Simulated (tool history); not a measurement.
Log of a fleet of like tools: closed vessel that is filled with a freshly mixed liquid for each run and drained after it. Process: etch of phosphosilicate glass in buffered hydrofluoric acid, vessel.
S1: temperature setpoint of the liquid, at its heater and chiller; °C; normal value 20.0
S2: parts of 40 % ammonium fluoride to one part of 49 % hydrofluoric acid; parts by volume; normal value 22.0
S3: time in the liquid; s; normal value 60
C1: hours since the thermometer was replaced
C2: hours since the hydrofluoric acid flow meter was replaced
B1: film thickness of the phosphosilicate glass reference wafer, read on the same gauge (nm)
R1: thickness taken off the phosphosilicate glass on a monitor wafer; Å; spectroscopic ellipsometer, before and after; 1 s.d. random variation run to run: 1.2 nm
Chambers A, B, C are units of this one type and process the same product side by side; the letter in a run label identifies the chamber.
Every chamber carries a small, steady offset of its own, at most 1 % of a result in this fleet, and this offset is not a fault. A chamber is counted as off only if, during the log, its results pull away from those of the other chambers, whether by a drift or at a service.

run    day    S1    S2  S3      C1      C2      B1      R1
 1C  0.183  20.0  22.0  60    25.9   563.5  39.998  2127.7
 2A  0.354  20.0  22.0  60  1134.5  2544.5  39.992  2177.3
 3B  0.546  20.0  22.0  60   116.2   442.1  40.014  2174.6
 4B  0.662  20.0  22.0  60   119.0   444.9  40.008  2169.0
 5A  0.783  20.0  22.0  60  1144.8  2554.8  39.991  2163.7
 6C  0.979  20.0  28.0  60    45.0   582.6  39.987  1812.7
 7C  1.150  20.0  28.0  60    49.1   586.7  39.991  1803.0
 8B  1.279  20.0  28.0  60   133.8   459.7  39.999  1839.8
 9A  1.404  20.0  22.0  60  1159.7  2569.7  40.023  2161.4
10B  1.588  20.0  22.0  60   141.2   467.1  39.988  2157.1
11A  1.675  20.0  22.0  60  1166.2  2576.2  39.993  2155.6
12C  1.821  20.0  22.0  60    65.2   602.8  40.005  2174.8
13B  1.904  20.0  22.0  60   148.8   474.7  40.008  2126.4
14C  1.992  20.0  22.0  60    69.3   606.9  39.984  2167.2
15A  2.104  20.0  22.0  60  1176.5  2586.5  40.006  2168.8
16C  2.254  20.0  22.0  60    75.6   613.2  40.012  2167.0
17A  2.442  20.0  22.0  60  1184.6  2594.6  39.985  2154.4
     2.483  -- chamber A: hydrofluoric acid flow meter replaced
18B  2.604  20.0  22.0  60   165.6   491.5  39.998  2154.0
19A  2.771  23.5  22.0  60  1192.5     6.9  40.008  2627.2
20C  2.858  23.5  22.0  60    90.1   627.7  40.001  2617.8
21B  2.950  23.5  22.0  60   173.9   499.8  40.004  2615.7
22B  3.129  20.0  22.0  30   178.2   504.1  39.996  1061.5
23A  3.225  20.0  22.0  30  1203.4    17.8  39.994  1079.6
24C  3.396  20.0  22.0  30   103.0   640.6  40.018  1090.5
25A  3.508  20.0  22.0  60  1210.2    24.6  40.027  2182.2
26B  3.642  20.0  29.5  45   190.5   516.4  39.987  1294.1
27C  3.767  20.0  29.5  45   111.9   649.5  40.007  1315.0
28A  3.933  20.0  29.5  45  1220.4    34.8  40.003  1330.5
29B  4.046  20.0  22.0  60   200.2   526.1  39.989  2127.1
30C  4.142  17.5  22.0  45   120.9   658.5  40.008  1403.2
31B  4.267  17.5  22.0  45   205.5   531.4  39.989  1369.6
32C  4.358  17.5  22.0  45   126.1   663.7  40.014  1394.7
33A  4.525  20.0  22.0  60  1234.6    49.0  40.012  2164.1
34C  4.696  22.5  22.0  35   134.2   671.8  40.006  1430.6
35B  4.812  22.5  22.0  35   218.6   544.5  40.004  1401.4
36A  4.983  22.5  22.0  35  1245.6    60.0  40.019  1448.1
37A  5.071  20.0  22.0  80  1247.7    62.1  40.020  2864.2
38C  5.212  20.0  22.0  80   146.6   684.2  40.004  2880.0
39B  5.371  20.0  22.0  80   232.0   557.9  39.996  2757.1
40A  5.517  20.0  19.0  60  1258.4    72.8  39.995  2396.6
41B  5.692  20.0  19.0  60   239.7   565.6  40.007  2320.2
42C  5.783  20.0  19.0  60   160.3   697.9  40.017  2445.3

One chamber off, gauge drift, or nothing amiss beyond the chambers' own small offsets? If it is a chamber, which one, and what is the likeliest cause?

One chamber, B, drifts off from the rest bit by bit.
Cause: liquid colder than its thermometer reads (K) = 0.815.
Not necessarily distinguishable in this log from: hydrofluoric acid flow below the setpoint (%).

Chamber B could run next with any of the 4 candidate recipes listed below; each alters the usual settings, and their results appear as question marks. Which one brings its results back in line with what the other chambers deliver on the usual settings?
Counts as in line when no further than this from what the other chambers average on the usual settings: R1 42.0 Å
43B-1  5.921  20.0  20.5  60               ?
43B-2  5.921  20.0  21.5  60               ?
43B-3  5.921  20.0  22.5  60               ?
43B-4  5.921  20.0  23.5  60               ?

Usual-settings mean across the other chambers: R1 2158.8 Å
  run      R1
43B-1  2166.4
43B-2  2095.2
43B-3  2029.5
43B-4  1968.6
Change 43B-1 lands the chamber within the allowed miss of the other chambers.

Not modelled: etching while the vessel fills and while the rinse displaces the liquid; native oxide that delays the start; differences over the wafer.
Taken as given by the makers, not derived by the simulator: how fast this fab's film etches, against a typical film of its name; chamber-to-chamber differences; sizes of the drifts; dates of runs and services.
